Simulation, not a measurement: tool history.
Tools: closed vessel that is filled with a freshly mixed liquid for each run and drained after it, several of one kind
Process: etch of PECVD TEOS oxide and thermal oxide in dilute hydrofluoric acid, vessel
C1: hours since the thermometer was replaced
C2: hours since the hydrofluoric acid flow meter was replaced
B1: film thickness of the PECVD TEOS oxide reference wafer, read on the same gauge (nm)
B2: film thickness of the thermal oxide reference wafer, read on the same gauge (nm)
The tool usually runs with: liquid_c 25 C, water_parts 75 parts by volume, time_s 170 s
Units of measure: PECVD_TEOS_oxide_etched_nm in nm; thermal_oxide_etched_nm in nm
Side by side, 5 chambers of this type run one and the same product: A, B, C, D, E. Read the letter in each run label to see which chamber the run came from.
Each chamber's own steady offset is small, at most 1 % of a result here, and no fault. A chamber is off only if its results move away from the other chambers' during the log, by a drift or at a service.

Run 1B, hour 7.8: usual settings; C1 2405.5; C2 966.2; B1 110.01; B2 109.99. Result: PECVD_TEOS_oxide_etched_nm 33.904 nm, thermal_oxide_etched_nm 11.389 nm.
Run 2C, hour 16: usual settings; C1 164.6; C2 811.7; B1 110; B2 110.01. Result: PECVD_TEOS_oxide_etched_nm 34.333 nm, thermal_oxide_etched_nm 11.332 nm.
Run 3D, hour 29.4: usual settings; C1 251.2; C2 683.6; B1 110.01; B2 110.02. Result: PECVD_TEOS_oxide_etched_nm 33.685 nm, thermal_oxide_etched_nm 11.248 nm.
Run 4A, hour 42.6: usual settings; C1 330.6; C2 189.2; B1 109.99; B2 110.01. Result: PECVD_TEOS_oxide_etched_nm 34.461 nm, thermal_oxide_etched_nm 11.175 nm.
Run 5E, hour 49.5: usual settings; C1 633.6; C2 341.9; B1 109.99; B2 110.05. Result: PECVD_TEOS_oxide_etched_nm 34.198 nm, thermal_oxide_etched_nm 11.205 nm.
Run 6A, hour 62.8: usual settings but water_parts 100 parts by volume; C1 350.8; C2 209.4; B1 110; B2 110.01. Result: PECVD_TEOS_oxide_etched_nm 24.592 nm, thermal_oxide_etched_nm 8.2595 nm.
Run 7B, hour 69.2: usual settings but water_parts 100 parts by volume; C1 2466.9; C2 1027.6; B1 109.99; B2 109.98. Result: PECVD_TEOS_oxide_etched_nm 24.783 nm, thermal_oxide_etched_nm 8.2393 nm.
Run 8D, hour 76.3: usual settings but water_parts 100 parts by volume; C1 298.1; C2 730.5; B1 109.98; B2 109.97. Result: PECVD_TEOS_oxide_etched_nm 24.648 nm, thermal_oxide_etched_nm 8.2072 nm.
Run 9C, hour 86.4: usual settings but water_parts 100 parts by volume; C1 235; C2 882.1; B1 110.02; B2 109.98. Result: PECVD_TEOS_oxide_etched_nm 24.837 nm, thermal_oxide_etched_nm 8.2514 nm.
Run 10E, hour 92.7: usual settings but water_parts 100 parts by volume; C1 676.8; C2 385.1; B1 110.01; B2 109.99. Result: PECVD_TEOS_oxide_etched_nm 24.917 nm, thermal_oxide_etched_nm 8.1741 nm.
Run 11A, hour 99.1: usual settings; C1 387.1; C2 245.7; B1 109.99; B2 110.01. Result: PECVD_TEOS_oxide_etched_nm 34.504 nm, thermal_oxide_etched_nm 11.243 nm.
Run 12B, hour 105.2: usual settings; C1 2502.9; C2 1063.6; B1 110; B2 110.03. Result: PECVD_TEOS_oxide_etched_nm 33.42 nm, thermal_oxide_etched_nm 11.352 nm.
Run 13D, hour 112.9: usual settings; C1 334.7; C2 767.1; B1 110.01; B2 109.98. Result: PECVD_TEOS_oxide_etched_nm 34.47 nm, thermal_oxide_etched_nm 11.248 nm.
Run 14C, hour 119.4: usual settings; C1 268; C2 915.1; B1 110; B2 110.03. Result: PECVD_TEOS_oxide_etched_nm 34.498 nm, thermal_oxide_etched_nm 11.268 nm.
Run 15E, hour 127.2: usual settings; C1 711.3; C2 419.6; B1 110.01; B2 110.02. Result: PECVD_TEOS_oxide_etched_nm 34.278 nm, thermal_oxide_etched_nm 11.284 nm.
Run 16E, hour 136.3: usual settings but liquid_c 28 C; C1 720.4; C2 428.7; B1 109.99; B2 109.99. Result: PECVD_TEOS_oxide_etched_nm 38.86 nm, thermal_oxide_etched_nm 12.854 nm.
Run 17D, hour 144.6: usual settings but liquid_c 28 C; C1 366.4; C2 798.8; B1 110.01; B2 110.01. Result: PECVD_TEOS_oxide_etched_nm 38.246 nm, thermal_oxide_etched_nm 12.802 nm.
Run 18B, hour 155.3: usual settings but liquid_c 28 C; C1 2553; C2 1113.7; B1 109.98; B2 109.98. Result: PECVD_TEOS_oxide_etched_nm 38.631 nm, thermal_oxide_etched_nm 12.785 nm.
At hour 159.1: chamber B: thermometer replaced.
Run 19A, hour 165.3: usual settings but liquid_c 28 C; C1 453.3; C2 311.9; B1 110; B2 110. Result: PECVD_TEOS_oxide_etched_nm 38.133 nm, thermal_oxide_etched_nm 12.694 nm.
Run 20C, hour 176.6: usual settings but liquid_c 28 C; C1 325.2; C2 972.3; B1 110.01; B2 110. Result: PECVD_TEOS_oxide_etched_nm 37.919 nm, thermal_oxide_etched_nm 12.786 nm.
Run 21E, hour 186.6: usual settings; C1 770.7; C2 479; B1 110; B2 109.98. Result: PECVD_TEOS_oxide_etched_nm 34.381 nm, thermal_oxide_etched_nm 11.331 nm.
Run 22C, hour 192.9: usual settings; C1 341.5; C2 988.6; B1 109.99; B2 110. Result: PECVD_TEOS_oxide_etched_nm 33.793 nm, thermal_oxide_etched_nm 11.301 nm.
Run 23D, hour 199.8: usual settings; C1 421.6; C2 854; B1 110; B2 110.01. Result: PECVD_TEOS_oxide_etched_nm 33.623 nm, thermal_oxide_etched_nm 11.284 nm.
Run 24B, hour 209.7: usual settings; C1 50.7; C2 1168.1; B1 109.99; B2 110.03. Result: PECVD_TEOS_oxide_etched_nm 34.53 nm, thermal_oxide_etched_nm 11.417 nm.
Run 25A, hour 215.7: usual settings; C1 503.7; C2 362.3; B1 110.01; B2 110.03. Result: PECVD_TEOS_oxide_etched_nm 34.04 nm, thermal_oxide_etched_nm 11.209 nm.
Run 26C, hour 228.3: usual settings; C1 376.9; C2 1024; B1 109.98; B2 110.01. Result: PECVD_TEOS_oxide_etched_nm 34.206 nm, thermal_oxide_etched_nm 11.265 nm.
Run 27D, hour 238.7: usual settings; C1 460.5; C2 892.9; B1 109.99; B2 109.98. Result: PECVD_TEOS_oxide_etched_nm 33.3 nm, thermal_oxide_etched_nm 11.289 nm.
Run 28B, hour 246.7: usual settings; C1 87.7; C2 1205.1; B1 110; B2 110.02. Result: PECVD_TEOS_oxide_etched_nm 33.893 nm, thermal_oxide_etched_nm 11.384 nm.
Run 29E, hour 252.9: usual settings but liquid_c 22.5 C, time_s 100 s; C1 837; C2 545.3; B1 110.01; B2 110. Result: PECVD_TEOS_oxide_etched_nm 18.363 nm, thermal_oxide_etched_nm 6.0292 nm.
At hour 262.2: chamber B: hydrofluoric acid flow meter replaced.
Run 30A, hour 264.3: usual settings but liquid_c 22.5 C, time_s 100 s; C1 552.3; C2 410.9; B1 109.99; B2 109.99. Result: PECVD_TEOS_oxide_etched_nm 17.752 nm, thermal_oxide_etched_nm 5.9515 nm.
Run 31C, hour 277.4: usual settings but liquid_c 22.5 C, time_s 100 s; C1 426; C2 1073.1; B1 110.02; B2 110.05. Result: PECVD_TEOS_oxide_etched_nm 18.08 nm, thermal_oxide_etched_nm 5.9994 nm.
Run 32D, hour 288.1: usual settings but liquid_c 22.5 C, time_s 100 s; C1 509.9; C2 942.3; B1 110.03; B2 110.01. Result: PECVD_TEOS_oxide_etched_nm 18.175 nm, thermal_oxide_etched_nm 5.9733 nm.
Run 33E, hour 301.2: usual settings but liquid_c 22.5 C, time_s 100 s; C1 885.3; C2 593.6; B1 110.02; B2 110. Result: PECVD_TEOS_oxide_etched_nm 18.163 nm, thermal_oxide_etched_nm 5.9841 nm.
Run 34B, hour 308.1: usual settings; C1 149.1; C2 45.9; B1 110.02; B2 110.01. Result: PECVD_TEOS_oxide_etched_nm 34.615 nm, thermal_oxide_etched_nm 11.422 nm.
Run 35A, hour 318.8: usual settings; C1 606.8; C2 465.4; B1 110; B2 109.99. Result: PECVD_TEOS_oxide_etched_nm 34.445 nm, thermal_oxide_etched_nm 11.32 nm.
Run 36D, hour 332: usual settings; C1 553.8; C2 986.2; B1 109.99; B2 109.98. Result: PECVD_TEOS_oxide_etched_nm 33.383 nm, thermal_oxide_etched_nm 11.399 nm.
Run 37C, hour 341.3: usual settings; C1 489.9; C2 1137; B1 109.99; B2 110. Result: PECVD_TEOS_oxide_etched_nm 34.205 nm, thermal_oxide_etched_nm 11.272 nm.
Run 38E, hour 348.4: usual settings; C1 932.5; C2 640.8; B1 109.99; B2 109.99. Result: PECVD_TEOS_oxide_etched_nm 33.889 nm, thermal_oxide_etched_nm 11.424 nm.
Run 39B, hour 356.8: usual settings but liquid_c 21 C, water_parts 110 parts by volume; C1 197.8; C2 94.6; B1 109.99; B2 110.02. Result: PECVD_TEOS_oxide_etched_nm 18.789 nm, thermal_oxide_etched_nm 6.3089 nm.
Run 40A, hour 366.6: usual settings but liquid_c 21 C, water_parts 110 parts by volume; C1 654.6; C2 513.2; B1 110.01; B2 110.01. Result: PECVD_TEOS_oxide_etched_nm 19.004 nm, thermal_oxide_etched_nm 6.2322 nm.
Run 41B, hour 378.3: usual settings but liquid_c 21 C, water_parts 110 parts by volume; C1 219.3; C2 116.1; B1 109.98; B2 110.01. Result: PECVD_TEOS_oxide_etched_nm 18.831 nm, thermal_oxide_etched_nm 6.3362 nm.
Run 42E, hour 387.7: usual settings but liquid_c 21 C, water_parts 110 parts by volume; C1 971.8; C2 680.1; B1 110.03; B2 110.02. Result: PECVD_TEOS_oxide_etched_nm 19.205 nm, thermal_oxide_etched_nm 6.2817 nm.
Run 43D, hour 394.1: usual settings but liquid_c 21 C, water_parts 110 parts by volume; C1 615.9; C2 1048.3; B1 109.99; B2 110. Result: PECVD_TEOS_oxide_etched_nm 18.941 nm, thermal_oxide_etched_nm 6.3566 nm.

Which is it: a chamber that has drifted or been left off by a service, a gauge drift common to all chambers, or only each chamber's usual small offset? If a chamber is off, name it and its likeliest cause.

No chamber stands off beyond its own small offset, and the gauge holds steady.

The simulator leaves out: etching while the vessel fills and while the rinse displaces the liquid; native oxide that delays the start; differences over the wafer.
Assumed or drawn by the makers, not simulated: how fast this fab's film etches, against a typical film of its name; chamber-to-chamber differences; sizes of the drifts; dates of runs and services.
